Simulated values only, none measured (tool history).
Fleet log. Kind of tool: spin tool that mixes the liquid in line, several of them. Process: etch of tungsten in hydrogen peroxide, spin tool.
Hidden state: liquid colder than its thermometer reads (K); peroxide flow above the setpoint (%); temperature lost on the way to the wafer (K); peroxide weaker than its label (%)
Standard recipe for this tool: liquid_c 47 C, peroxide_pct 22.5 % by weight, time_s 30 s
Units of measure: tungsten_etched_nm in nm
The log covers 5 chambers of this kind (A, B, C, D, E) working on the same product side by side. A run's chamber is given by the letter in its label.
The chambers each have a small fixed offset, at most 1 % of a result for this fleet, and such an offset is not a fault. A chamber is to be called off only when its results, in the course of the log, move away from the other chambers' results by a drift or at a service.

run	hour	liquid_c	peroxide_pct	time_s	hours since the thermometer was replaced	hours since the peroxide flow meter was replaced	hours since the heated supply line was repaired	hours since the drum of peroxide was connected	read-back film thickness of the tungsten reference wafer, read on the same gauge (nm)	tungsten_etched_nm
1B	4.7	47	22.5	30	1132	1393	989.1	438.2	139.99	46.383
2A	9.8	47	22.5	30	489.1	1043	298.4	80.5	140	46.85
3E	15.8	47	22.5	30	535.6	730.1	704.5	322.5	140	46.492
4D	23.1	47	22.5	30	668.6	1048	737.7	23.4	140	46.701
5C	28.1	47	22.5	30	61.4	713.9	1948.4	205.8	139.99	46.843
6B	34.6	47	22.5	20	1161.9	1422.9	1019	468.1	139.97	31.061
7C	38.6	47	22.5	20	71.9	724.4	1958.9	216.3	139.99	30.97
8D	42.6	47	22.5	20	688.1	1067.5	757.2	42.9	140.02	30.56
9E	49.4	47	22.5	20	569.2	763.7	738.1	356.1	140.03	30.916
10A	56.5	47	22.5	20	535.8	1089.7	345.1	127.2	140	31.145
11B	63.2	47	22.5	30	1190.5	1451.5	1047.6	496.7	140	46.892
12E	66.8	47	22.5	30	586.6	781.1	755.5	373.5	140.03	46.594
13A	73.8	47	22.5	30	553.1	1107	362.4	144.5	139.98	47.442
14C	77.2	47	22.5	30	110.5	763	1997.5	254.9	139.99	47.152
15D	81.4	47	22.5	30	726.9	1106.3	796	81.7	140.01	45.817
# hour 82: chamber B: heated supply line repaired
16D	84.7	47	22.5	35	730.2	1109.6	799.3	85	140.03	53.575
17E	88.3	47	22.5	35	608.1	802.6	777	395	140.02	54.335
18C	94.3	47	22.5	35	127.6	780.1	2014.6	272	140	54.476
19B	100.4	47	22.5	35	1227.7	1488.7	18.4	533.9	140	54.743
# hour 101.3: chamber D: peroxide flow meter replaced
20A	105.5	47	22.5	35	584.8	1138.7	394.1	176.2	140	54.047
21B	111.1	47	18	30	1238.4	1499.4	29.1	544.6	140	41.344
22C	118.3	47	18	30	151.6	804.1	2038.6	296	139.97	41.971
23A	122.7	47	18	30	602	1155.9	411.3	193.4	140	41.609
24D	126.8	47	18	30	772.3	25.5	841.4	127.1	140	40.213
25E	131.8	47	18	30	651.6	846.1	820.5	438.5	139.98	41.3
26A	139.2	47	22.5	30	618.5	1172.4	427.8	209.9	139.99	47.047
27D	146.3	47	22.5	30	791.8	45	860.9	146.6	139.99	44.746
28C	151.8	47	22.5	30	185.1	837.6	2072.1	329.5	140.03	46.969
29E	158.7	47	16.5	25	678.5	873	847.4	465.4	139.99	33.319
30B	163.8	47	16.5	25	1291.1	1552.1	81.8	597.3	139.98	33.172
31B	169.7	47	16.5	25	1297	1558	87.7	603.2	139.97	33.134
32D	173.6	47	16.5	25	819.1	72.3	888.2	173.9	140.02	31.5

Next, all 5 chambers run the settings below, one line each with question marks for the results. What does each chamber give?
33A	179.1	47	28.5	30						?
33B	179.1	47	28.5	30						?
33C	179.1	47	28.5	30						?
33D	179.1	47	28.5	30						?
33E	179.1	47	28.5	30						?

run	tungsten_etched_nm
33A	52.703
33B	53.05
33C	52.135
33D	50.028
33E	52.994
